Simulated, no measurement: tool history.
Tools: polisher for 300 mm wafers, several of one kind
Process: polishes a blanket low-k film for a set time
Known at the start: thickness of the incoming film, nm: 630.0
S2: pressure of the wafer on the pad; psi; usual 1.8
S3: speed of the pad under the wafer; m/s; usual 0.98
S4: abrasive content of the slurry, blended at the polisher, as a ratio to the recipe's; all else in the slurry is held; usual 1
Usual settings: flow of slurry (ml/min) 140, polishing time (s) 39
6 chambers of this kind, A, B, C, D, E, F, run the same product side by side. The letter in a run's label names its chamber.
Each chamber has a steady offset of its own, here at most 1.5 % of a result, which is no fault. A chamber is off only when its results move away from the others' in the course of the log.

-- day=0.054 chamber B: conditioning disc replaced and pad reconditioned
run 1B day=0.604 | flow_of_slurry_(ml/min)=140 S2=1.8 S3=0.98 S4=1 polishing_time_(s)=39 | film_removed_(nm)=16.206
-- day=0.808 chamber F: worn pad replaced by a new one
run 2A day=0.900 | flow_of_slurry_(ml/min)=140 S2=1.8 S3=0.98 S4=1 polishing_time_(s)=39 | film_removed_(nm)=15.473
-- day=0.904 chamber E: slurry blender recalibrated
-- day=0.946 chamber A: slurry blender recalibrated
-- day=1.375 chamber B: slurry nozzle cleaned
run 3F day=1.454 | flow_of_slurry_(ml/min)=140 S2=1.8 S3=0.98 S4=1 polishing_time_(s)=39 | film_removed_(nm)=16.475
-- day=1.550 chamber B: worn pad replaced by a new one
run 4E day=1.804 | flow_of_slurry_(ml/min)=140 S2=1.8 S3=0.98 S4=1 polishing_time_(s)=39 | film_removed_(nm)=15.913
run 5D day=2.346 | flow_of_slurry_(ml/min)=140 S2=1.8 S3=0.98 S4=1 polishing_time_(s)=39 | film_removed_(nm)=16.138
-- day=2.575 chamber E: worn pad replaced by a new one
run 6C day=2.804 | flow_of_slurry_(ml/min)=140 S2=1.8 S3=0.98 S4=1 polishing_time_(s)=39 | film_removed_(nm)=16.057
-- day=2.817 chamber A: worn pad replaced by a new one
-- day=3.117 chamber D: conditioning disc replaced and pad reconditioned
run 7C day=3.358 | flow_of_slurry_(ml/min)=140 S2=1.4 S3=0.98 S4=1 polishing_time_(s)=39 | film_removed_(nm)=12.440
-- day=3.575 chamber D: worn pad replaced by a new one
run 8B day=4.046 | flow_of_slurry_(ml/min)=140 S2=1.4 S3=0.98 S4=1 polishing_time_(s)=39 | film_removed_(nm)=12.394
-- day=4.233 chamber F: worn pad replaced by a new one
run 9D day=4.592 | flow_of_slurry_(ml/min)=140 S2=1.4 S3=0.98 S4=1 polishing_time_(s)=39 | film_removed_(nm)=12.622
run 10A day=4.933 | flow_of_slurry_(ml/min)=140 S2=1.4 S3=0.98 S4=1 polishing_time_(s)=39 | film_removed_(nm)=12.178
-- day=5.279 chamber E: slurry blender recalibrated
run 11E day=5.408 | flow_of_slurry_(ml/min)=140 S2=1.4 S3=0.98 S4=1 polishing_time_(s)=39 | film_removed_(nm)=12.762
-- day=5.688 chamber B: worn pad replaced by a new one
run 12F day=5.788 | flow_of_slurry_(ml/min)=140 S2=1.4 S3=0.98 S4=1 polishing_time_(s)=39 | film_removed_(nm)=12.556
-- day=6.033 chamber C: slurry nozzle cleaned
-- day=6.096 chamber E: worn pad replaced by a new one
-- day=6.125 chamber F: conditioning disc replaced and pad reconditioned
run 13C day=6.129 | flow_of_slurry_(ml/min)=140 S2=1.8 S3=0.98 S4=1 polishing_time_(s)=39 | film_removed_(nm)=15.868
-- day=6.521 chamber D: slurry nozzle cleaned
-- day=6.575 chamber A: worn pad replaced by a new one
run 14B day=6.804 | flow_of_slurry_(ml/min)=140 S2=1.8 S3=0.98 S4=1 polishing_time_(s)=39 | film_removed_(nm)=15.935
-- day=6.817 chamber D: worn pad replaced by a new one
-- day=7.108 chamber F: slurry blender recalibrated
run 15D day=7.317 | flow_of_slurry_(ml/min)=140 S2=1.8 S3=0.98 S4=1 polishing_time_(s)=39 | film_removed_(nm)=16.064
-- day=7.462 chamber F: slurry nozzle cleaned
run 16F day=7.846 | flow_of_slurry_(ml/min)=105 S2=1.8 S3=0.98 S4=1 polishing_time_(s)=39 | film_removed_(nm)=15.108
-- day=8.008 chamber F: worn pad replaced by a new one
run 17A day=8.288 | flow_of_slurry_(ml/min)=105 S2=1.8 S3=0.98 S4=1 polishing_time_(s)=39 | film_removed_(nm)=14.719
run 18E day=8.762 | flow_of_slurry_(ml/min)=105 S2=1.8 S3=0.98 S4=1 polishing_time_(s)=39 | film_removed_(nm)=15.053
-- day=9.025 chamber B: slurry nozzle cleaned
-- day=9.046 chamber B: slurry blender recalibrated
-- day=9.146 chamber B: worn pad replaced by a new one
run 19A day=9.171 | flow_of_slurry_(ml/min)=105 S2=1.8 S3=0.98 S4=1 polishing_time_(s)=39 | film_removed_(nm)=15.177
-- day=9.267 chamber A: slurry nozzle cleaned
-- day=9.321 chamber E: slurry blender recalibrated
run 20B day=9.850 | flow_of_slurry_(ml/min)=105 S2=1.8 S3=0.98 S4=1 polishing_time_(s)=39 | film_removed_(nm)=15.136
-- day=10.000 chamber A: worn pad replaced by a new one
-- day=10.125 chamber E: worn pad replaced by a new one
-- day=10.300 chamber B: head pressure recalibrated
-- day=10.400 chamber D: slurry blender recalibrated
run 21C day=10.433 | flow_of_slurry_(ml/min)=105 S2=1.8 S3=0.98 S4=1 polishing_time_(s)=39 | film_removed_(nm)=14.221
-- day=10.454 chamber D: worn pad replaced by a new one
-- day=10.512 chamber C: conditioning disc replaced and pad reconditioned
-- day=10.862 chamber E: slurry nozzle cleaned
run 22D day=10.875 | flow_of_slurry_(ml/min)=140 S2=1.8 S3=0.98 S4=1 polishing_time_(s)=39 | film_removed_(nm)=16.040
run 23E day=11.238 | flow_of_slurry_(ml/min)=140 S2=1.8 S3=0.98 S4=1 polishing_time_(s)=39 | film_removed_(nm)=16.668
-- day=11.454 chamber B: conditioning disc replaced and pad reconditioned
-- day=11.867 chamber F: worn pad replaced by a new one
run 24F day=11.896 | flow_of_slurry_(ml/min)=140 S2=1.8 S3=0.98 S4=1 polishing_time_(s)=39 | film_removed_(nm)=16.201
run 25D day=12.238 | flow_of_slurry_(ml/min)=140 S2=1.8 S3=0.98 S4=1 polishing_time_(s)=39 | film_removed_(nm)=15.836
-- day=12.254 chamber D: conditioning disc replaced and pad reconditioned
-- day=12.517 chamber A: conditioning disc replaced and pad reconditioned
run 26A day=12.604 | flow_of_slurry_(ml/min)=105 S2=1.8 S3=0.74 S4=1 polishing_time_(s)=39 | film_removed_(nm)=11.882
-- day=12.921 chamber C: slurry blender recalibrated
-- day=12.971 chamber B: worn pad replaced by a new one
run 27C day=13.112 | flow_of_slurry_(ml/min)=105 S2=1.8 S3=0.74 S4=1 polishing_time_(s)=39 | film_removed_(nm)=11.209
-- day=13.238 chamber A: worn pad replaced by a new one
-- day=13.429 chamber E: conditioning disc replaced and pad reconditioned
run 28E day=13.429 | flow_of_slurry_(ml/min)=105 S2=1.8 S3=0.74 S4=1 polishing_time_(s)=39 | film_removed_(nm)=11.982
run 29B day=14.017 | flow_of_slurry_(ml/min)=105 S2=1.8 S3=0.74 S4=1 polishing_time_(s)=39 | film_removed_(nm)=11.930
-- day=14.183 chamber E: slurry blender recalibrated
-- day=14.204 chamber E: worn pad replaced by a new one
run 30F day=14.388 | flow_of_slurry_(ml/min)=105 S2=1.8 S3=0.74 S4=1 polishing_time_(s)=39 | film_removed_(nm)=12.399
-- day=14.533 chamber D: worn pad replaced by a new one
-- day=14.821 chamber D: head pressure recalibrated
run 31F day=14.842 | flow_of_slurry_(ml/min)=105 S2=1.8 S3=0.74 S4=1 polishing_time_(s)=39 | film_removed_(nm)=12.297
run 32A day=15.275 | flow_of_slurry_(ml/min)=140 S2=1.8 S3=0.98 S4=1 polishing_time_(s)=39 | film_removed_(nm)=16.353
-- day=15.367 chamber F: worn pad replaced by a new one
run 33E day=15.596 | flow_of_slurry_(ml/min)=140 S2=1.8 S3=0.98 S4=1 polishing_time_(s)=39 | film_removed_(nm)=16.321
run 34B day=16.225 | flow_of_slurry_(ml/min)=140 S2=1.8 S3=0.98 S4=1 polishing_time_(s)=39 | film_removed_(nm)=16.074
run 35C day=16.579 | flow_of_slurry_(ml/min)=140 S2=1.8 S3=0.98 S4=1 polishing_time_(s)=39 | film_removed_(nm)=14.736
-- day=16.758 chamber B: worn pad replaced by a new one
-- day=17.096 chamber B: slurry nozzle cleaned
run 36D day=17.100 | flow_of_slurry_(ml/min)=140 S2=1.8 S3=0.98 S4=1 polishing_time_(s)=39 | film_removed_(nm)=16.182
run 37F day=17.746 | flow_of_slurry_(ml/min)=140 S2=1.8 S3=0.98 S4=1 polishing_time_(s)=39 | film_removed_(nm)=16.096
run 38C day=18.283 | flow_of_slurry_(ml/min)=140 S2=2.4 S3=0.98 S4=1 polishing_time_(s)=32 | film_removed_(nm)=15.375
run 39B day=18.721 | flow_of_slurry_(ml/min)=140 S2=2.4 S3=0.98 S4=1 polishing_time_(s)=32 | film_removed_(nm)=17.751

Next, every chamber runs the same settings. What will each give?
run 40A day=19.212 | flow_of_slurry_(ml/min)=140 S2=1.8 S3=0.98 S4=1 polishing_time_(s)=44 | film_removed_(nm)=?
run 40B day=19.212 | flow_of_slurry_(ml/min)=140 S2=1.8 S3=0.98 S4=1 polishing_time_(s)=44 | film_removed_(nm)=?
run 40C day=19.212 | flow_of_slurry_(ml/min)=140 S2=1.8 S3=0.98 S4=1 polishing_time_(s)=44 | film_removed_(nm)=?
run 40D day=19.212 | flow_of_slurry_(ml/min)=140 S2=1.8 S3=0.98 S4=1 polishing_time_(s)=44 | film_removed_(nm)=?
run 40E day=19.212 | flow_of_slurry_(ml/min)=140 S2=1.8 S3=0.98 S4=1 polishing_time_(s)=44 | film_removed_(nm)=?
run 40F day=19.212 | flow_of_slurry_(ml/min)=140 S2=1.8 S3=0.98 S4=1 polishing_time_(s)=44 | film_removed_(nm)=?

run=40A film_removed_(nm)=18.040
run=40B film_removed_(nm)=18.228
run=40C film_removed_(nm)=15.796
run=40D film_removed_(nm)=17.937
run=40E film_removed_(nm)=17.856
run=40F film_removed_(nm)=18.215

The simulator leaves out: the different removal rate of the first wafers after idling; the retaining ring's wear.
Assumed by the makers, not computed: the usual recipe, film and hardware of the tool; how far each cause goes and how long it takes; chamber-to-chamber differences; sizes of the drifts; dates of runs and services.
